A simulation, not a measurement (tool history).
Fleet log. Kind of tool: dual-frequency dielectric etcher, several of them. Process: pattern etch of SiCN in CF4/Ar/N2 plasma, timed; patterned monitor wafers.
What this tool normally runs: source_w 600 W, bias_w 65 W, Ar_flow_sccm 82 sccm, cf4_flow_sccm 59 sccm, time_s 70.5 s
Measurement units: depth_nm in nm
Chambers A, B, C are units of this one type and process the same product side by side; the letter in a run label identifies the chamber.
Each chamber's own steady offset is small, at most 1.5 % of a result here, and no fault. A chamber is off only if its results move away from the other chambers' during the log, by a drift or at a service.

run   hour  source_w  bias_w  Ar_flow_sccm  cf4_flow_sccm  time_s  hours since the last wet clean  hours since the last source power generator calibration  hours since the last bias power generator calibration  hours since the last Ar flow controller change  hours since the last CF4 flow controller change  read-back reference wafer on the same gauge, depth_nm  depth_nm
 1C   12.6       600      65            82             59    70.5                           215.9                                                   3059.6                                                  882.7                                            3635                                           2374.9                                                 77.678    76.603
 2A   24.6       600      65            82             59    70.5                           200.7                                                   1028.6                                                 1137.1                                          2417.4                                           2024.8                                                 77.809    75.671
 3B   35.4       600      65            82             59    70.5                           320.7                                                   1171.8                                                 1633.3                                          1210.3                                           3393.4                                                 77.858    76.628
      42.5  -- chamber B: wet clean of the chamber
 4B   46.2       600      65            82             59    70.5                             3.8                                                   1182.6                                                 1644.1                                          1221.1                                           3404.2                                                 77.808    75.441
 5C   56.9       600      65            82             59    70.5                           260.2                                                   3103.9                                                    927                                          3679.3                                           2419.2                                                 77.811    76.507
 6A   64.5       600      65            82             59    70.5                           240.6                                                   1068.5                                                   1177                                          2457.3                                           2064.7                                                 77.745    75.592
 7A   73.7       600      65            82             59    70.5                           249.8                                                   1077.7                                                 1186.2                                          2466.5                                           2073.9                                                 77.699    75.547
 8C   81.3       600      65            82             59    70.5                           284.6                                                   3128.3                                                  951.4                                          3703.7                                           2443.6                                                 77.814    76.245
 9B   90.7       600      65            82             59    70.5                            48.3                                                   1227.1                                                 1688.6                                          1265.6                                           3448.7                                                  77.71    75.701
10C  105.8       600      65            82             59    70.5                           309.1                                                   3152.8                                                  975.9                                          3728.2                                           2468.1                                                 77.813    77.072
11A    117       600      65            82             59    70.5                           293.1                                                     1121                                                 1229.5                                          2509.8                                           2117.2                                                 77.837    75.232
12B  128.3       600      65            82             59    54.5                            85.9                                                   1264.7                                                 1726.2                                          1303.2                                           3486.3                                                 77.874    59.208
13B  138.8       600      65            82             59    54.5                            96.4                                                   1275.2                                                 1736.7                                          1313.7                                           3496.8                                                 77.837    58.525
14C  150.3       600      65            82             59    54.5                           353.6                                                   3197.3                                                 1020.4                                          3772.7                                           2512.6                                                 77.814    59.778
15A  161.1       550      65            82             46    70.5                           337.2                                                   1165.1                                                 1273.6                                          2553.9                                           2161.3                                                 77.804    67.527
16B  170.4       550      65            82             46    70.5                             128                                                   1306.8                                                 1768.3                                          1345.3                                           3528.4                                                 77.709    67.463
17C  180.9       550      65            82             46    70.5                           384.2                                                   3227.9                                                   1051                                          3803.3                                           2543.2                                                 77.894    68.324
18A  194.5       600      65            82             59    70.5                           370.6                                                   1198.5                                                   1307                                          2587.3                                           2194.7                                                 77.737    75.485
19A  204.8       600      65            82             59    70.5                           380.9                                                   1208.8                                                 1317.3                                          2597.6                                             2205                                                 77.772    75.536
20C  211.8       600      65            82             59    81.5                           415.1                                                   3258.8                                                 1081.9                                          3834.2                                           2574.1                                                 77.704    89.312
21B  219.6       600      65            82             59    81.5                           177.2                                                     1356                                                 1817.5                                          1394.5                                           3577.6                                                 77.738    87.274
22B  226.9       600      65            82             59    81.5                           184.5                                                   1363.3                                                 1824.8                                          1401.8                                           3584.9                                                  77.82    87.398
23A  235.1       600      65            82             59    70.5                           411.2                                                   1239.1                                                 1347.6                                          2627.9                                           2235.3                                                 77.801     74.98
24C  242.8       600      65            82             59    70.5                           446.1                                                   3289.8                                                 1112.9                                          3865.2                                           2605.1                                                 77.953     76.86
     247.4  -- chamber C: wet clean of the chamber
25C  250.2       600      65            82             59    70.5                             2.9                                                   3297.2                                                 1120.3                                          3872.6                                           2612.5                                                 77.784    76.153
     258.4  -- chamber A: wet clean of the chamber
26A  259.3       600      65            82             59    70.5                             0.9                                                   1263.3                                                 1371.8                                          2652.1                                           2259.5                                                 77.775    75.908
27B  271.5       600      65            82             59    70.5                           229.1                                                   1407.9                                                 1869.4                                          1446.4                                           3629.5                                                  77.83    75.645
28B  287.1       600      65            82             59    70.5                           244.7                                                   1423.5                                                   1885                                            1462                                           3645.1                                                 77.803    76.198
29C    297       600      65            82             59    70.5                            49.7                                                     3344                                                 1167.1                                          3919.4                                           2659.3                                                 77.776    76.911
30A  309.6       600      65            82             59    70.5                            51.2                                                   1313.6                                                 1422.1                                          2702.4                                           2309.8                                                 77.837    75.689
31B  321.8       600      65            82             59    70.5                           279.4                                                   1458.2                                                 1919.7                                          1496.7                                           3679.8                                                 77.827    75.638
32C  336.8       600      65            82             59    70.5                            89.5                                                   3383.8                                                 1206.9                                          3959.2                                           2699.1                                                 77.895     76.63
33A  351.9       600      65            82             59    70.5                            93.5                                                   1355.9                                                 1464.4                                          2744.7                                           2352.1                                                 77.848    75.798
34B  362.8       600      65            82             59    70.5                           320.4                                                   1499.2                                                 1960.7                                          1537.7                                           3720.8                                                 77.745    75.859
35C  374.9       600      65            82             59    70.5                           127.6                                                   3421.9                                                   1245                                          3997.3                                           2737.2                                                 77.789     76.48
36A  384.3       600      65            82             59    70.5                           125.9                                                   1388.3                                                 1496.8                                          2777.1                                           2384.5                                                 77.829    75.982
37C  398.7       600      65            82             59    70.5                           151.4                                                   3445.7                                                 1268.8                                          4021.1                                             2761                                                 77.778    76.941

Next, all 3 chambers run the settings below, one line each with question marks for the results. What does each chamber give?
38A  410.1       600      65            89             59    70.5                                                                                                                                                                                                                                                                                                                 ?
38B  410.1       600      65            89             59    70.5                                                                                                                                                                                                                                                                                                                 ?
38C  410.1       600      65            89             59    70.5                                                                                                                                                                                                                                                                                                                 ?

run  depth_nm
38A    74.251
38B    75.217
38C    75.342

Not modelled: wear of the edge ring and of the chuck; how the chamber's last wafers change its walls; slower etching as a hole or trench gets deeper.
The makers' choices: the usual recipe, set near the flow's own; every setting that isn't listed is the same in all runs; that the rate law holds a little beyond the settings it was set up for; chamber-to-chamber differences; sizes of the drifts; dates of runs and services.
